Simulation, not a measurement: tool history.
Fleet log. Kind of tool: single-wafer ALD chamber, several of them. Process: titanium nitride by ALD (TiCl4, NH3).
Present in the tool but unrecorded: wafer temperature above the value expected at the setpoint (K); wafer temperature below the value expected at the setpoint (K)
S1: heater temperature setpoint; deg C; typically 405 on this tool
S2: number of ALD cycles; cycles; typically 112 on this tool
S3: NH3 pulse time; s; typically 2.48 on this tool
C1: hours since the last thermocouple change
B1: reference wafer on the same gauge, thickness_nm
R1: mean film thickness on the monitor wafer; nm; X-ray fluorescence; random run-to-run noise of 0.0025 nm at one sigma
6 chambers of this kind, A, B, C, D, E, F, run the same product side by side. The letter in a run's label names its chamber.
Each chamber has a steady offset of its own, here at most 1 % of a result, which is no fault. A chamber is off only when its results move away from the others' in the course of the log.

Run 1C, day 0.462: usual settings; C1 500.3; B1 2.0102. Result: R1 2.5030 nm.
Run 2F, day 0.783: usual settings; C1 1132.6; B1 2.0106. Result: R1 2.5093 nm.
Run 3B, day 1.092: usual settings; C1 223.0; B1 2.0109. Result: R1 2.4770 nm.
At day 1.250: chamber D: thermocouple changed; heater temperature recalibrated.
At day 1.446: chamber F: thermocouple changed; heater temperature recalibrated.
Run 4D, day 1.492: usual settings; C1 5.9; B1 2.0109. Result: R1 2.4874 nm.
Run 5A, day 1.871: usual settings but S2 130 cycles, S3 1.88 s; C1 784.7; B1 2.0112. Result: R1 2.8824 nm.
Run 6E, day 2.192: usual settings but S2 130 cycles, S3 1.88 s; C1 228.5; B1 2.0112. Result: R1 2.8705 nm.
Run 7C, day 2.683: usual settings but S2 130 cycles, S3 1.88 s; C1 553.6; B1 2.0110. Result: R1 2.8796 nm.
Run 8A, day 3.058: usual settings but S2 130 cycles, S3 1.88 s; C1 813.2; B1 2.0124. Result: R1 2.8773 nm.
Run 9E, day 3.704: usual settings but S2 130 cycles, S3 1.88 s; C1 264.8; B1 2.0115. Result: R1 2.8707 nm.
Run 10F, day 4.367: usual settings but S2 130 cycles, S3 1.88 s; C1 70.1; B1 2.0125. Result: R1 2.8857 nm.
Run 11D, day 4.779: usual settings; C1 84.8; B1 2.0121. Result: R1 2.4898 nm.
Run 12B, day 5.217: usual settings; C1 322.0; B1 2.0126. Result: R1 2.4816 nm.
Run 13C, day 5.733: usual settings but S1 410 deg C, S3 3.37 s; C1 626.8; B1 2.0129. Result: R1 2.5308 nm.
Run 14D, day 6.117: usual settings but S1 410 deg C, S3 3.37 s; C1 116.9; B1 2.0127. Result: R1 2.5107 nm.
Run 15A, day 6.758: usual settings but S1 410 deg C, S3 3.37 s; C1 902.0; B1 2.0134. Result: R1 2.5401 nm.
Run 16E, day 7.254: usual settings but S1 410 deg C, S3 3.37 s; C1 350.0; B1 2.0139. Result: R1 2.5294 nm.
Run 17B, day 7.850: usual settings but S1 410 deg C, S3 3.37 s; C1 385.2; B1 2.0138. Result: R1 2.5081 nm.
Run 18F, day 8.246: usual settings but S1 410 deg C, S3 3.37 s; C1 163.2; B1 2.0139. Result: R1 2.5335 nm.
Run 19E, day 8.708: usual settings; C1 384.9; B1 2.0145. Result: R1 2.4989 nm.
Run 20D, day 9.179: usual settings; C1 190.4; B1 2.0150. Result: R1 2.4925 nm.
Run 21C, day 9.775: usual settings; C1 723.8; B1 2.0149. Result: R1 2.5043 nm.
Run 22F, day 10.342: usual settings but S1 410 deg C, S2 99 cycles; C1 213.5; B1 2.0158. Result: R1 2.2216 nm.
Run 23B, day 10.712: usual settings but S1 410 deg C, S2 99 cycles; C1 453.9; B1 2.0152. Result: R1 2.1944 nm.
Run 24A, day 11.004: usual settings but S1 410 deg C, S2 99 cycles; C1 1003.9; B1 2.0156. Result: R1 2.2258 nm.
Run 25C, day 11.371: usual settings but S1 410 deg C, S2 99 cycles; C1 762.1; B1 2.0158. Result: R1 2.2224 nm.
Run 26F, day 11.825: usual settings but S1 410 deg C, S2 99 cycles; C1 249.1; B1 2.0158. Result: R1 2.2224 nm.
Run 27D, day 12.158: usual settings but S1 410 deg C, S2 99 cycles; C1 261.9; B1 2.0161. Result: R1 2.2038 nm.
Run 28A, day 12.458: usual settings but S2 122 cycles; C1 1038.8; B1 2.0159. Result: R1 2.7422 nm.
Run 29B, day 12.829: usual settings but S2 122 cycles; C1 504.7; B1 2.0160. Result: R1 2.7100 nm.
Run 30E, day 13.154: usual settings but S2 122 cycles; C1 491.6; B1 2.0169. Result: R1 2.7347 nm.
Run 31E, day 13.788: usual settings but S2 122 cycles; C1 506.8; B1 2.0170. Result: R1 2.7303 nm.
Run 32A, day 14.325: usual settings but S2 122 cycles; C1 1083.6; B1 2.0170. Result: R1 2.7389 nm.
Run 33D, day 14.717: usual settings but S2 122 cycles; C1 323.3; B1 2.0168. Result: R1 2.7183 nm.
Run 34C, day 15.225: usual settings; C1 854.6; B1 2.0176. Result: R1 2.5085 nm.
Run 35F, day 15.683: usual settings but S1 394 deg C, S2 94 cycles; C1 341.7; B1 2.0181. Result: R1 2.1000 nm.
Run 36B, day 16.292: usual settings but S1 394 deg C, S2 94 cycles; C1 587.8; B1 2.0173. Result: R1 2.0744 nm.
Run 37F, day 16.696: usual settings but S1 394 deg C, S2 94 cycles; C1 366.0; B1 2.0180. Result: R1 2.1008 nm.

Predict what each chamber gives when all 6 of them run the settings below next.
Run 38A, day 17.175: usual settings but S1 400 deg C. Result: R1 ?.
Run 38B, day 17.175: usual settings but S1 400 deg C. Result: R1 ?.
Run 38C, day 17.175: usual settings but S1 400 deg C. Result: R1 ?.
Run 38D, day 17.175: usual settings but S1 400 deg C. Result: R1 ?.
Run 38E, day 17.175: usual settings but S1 400 deg C. Result: R1 ?.
Run 38F, day 17.175: usual settings but S1 400 deg C. Result: R1 ?.

run      R1
38A  2.5141
38B  2.4820
38C  2.5065
38D  2.4902
38E  2.5035
38F  2.5165
